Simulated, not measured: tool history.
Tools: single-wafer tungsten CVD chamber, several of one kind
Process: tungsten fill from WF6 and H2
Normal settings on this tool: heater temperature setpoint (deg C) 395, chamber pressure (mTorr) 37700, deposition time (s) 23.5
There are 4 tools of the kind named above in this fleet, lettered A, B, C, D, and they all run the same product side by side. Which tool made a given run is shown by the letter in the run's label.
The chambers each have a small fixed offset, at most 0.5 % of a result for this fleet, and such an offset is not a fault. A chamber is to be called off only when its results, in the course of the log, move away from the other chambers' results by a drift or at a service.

run,hour,heater temperature setpoint (deg C),chamber pressure (mTorr),deposition time (s),"read-back reference wafer on the same gauge, thickness_nm",mean film thickness on the monitor wafer (nm)
1A,8.4,395,37700,23.5,70.319,69.688
2B,13.6,395,37700,23.5,70.297,69.18
3C,17.9,395,37700,23.5,70.323,69.286
4D,23.9,395,37700,23.5,70.243,68.916
5B,31.8,395,37700,23.5,70.345,68.855
6A,38.7,395,37700,23.5,70.2,69.504
7D,45.2,395,37700,23.5,70.303,68.945
8C,54,395,28600,21,70.323,54.562
# hour 57.9: chamber C: thermocouple changed; heater temperature recalibrated
9D,60.1,395,28600,21,70.257,54.163
10A,66.2,395,28600,21,70.319,54.515
11C,75.5,395,28600,21,70.336,52.506
12B,83.6,395,37700,23.5,70.33,68.654
13C,91.8,395,37700,23.5,70.308,66.482
14B,98.6,395,37700,23.5,70.288,68.569
15A,103.1,409,37700,19.7,70.322,74.405
16D,110.3,409,37700,19.7,70.296,75.012
17C,116.5,409,37700,19.7,70.317,72.248
18B,124.9,409,37700,19.7,70.308,74.231
19A,130.8,395,37700,23.5,70.376,69.614
20D,138.1,395,37700,23.5,70.283,69.472
21D,145.3,395,37700,23.5,70.332,69.411
22A,151.1,395,37700,23.5,70.312,69.745
23C,157,395,37700,23.5,70.271,66.936
24B,163.2,395,37700,23.5,70.288,69.063

Predict what each chamber gives when all 4 of them run the settings below next.
25A,170.1,381,37700,23.5,,?
25B,170.1,381,37700,23.5,,?
25C,170.1,381,37700,23.5,,?
25D,170.1,381,37700,23.5,,?

run,mean film thickness on the monitor wafer (nm)
25A,53.339
25B,52.186
25C,50.815
25D,52.253

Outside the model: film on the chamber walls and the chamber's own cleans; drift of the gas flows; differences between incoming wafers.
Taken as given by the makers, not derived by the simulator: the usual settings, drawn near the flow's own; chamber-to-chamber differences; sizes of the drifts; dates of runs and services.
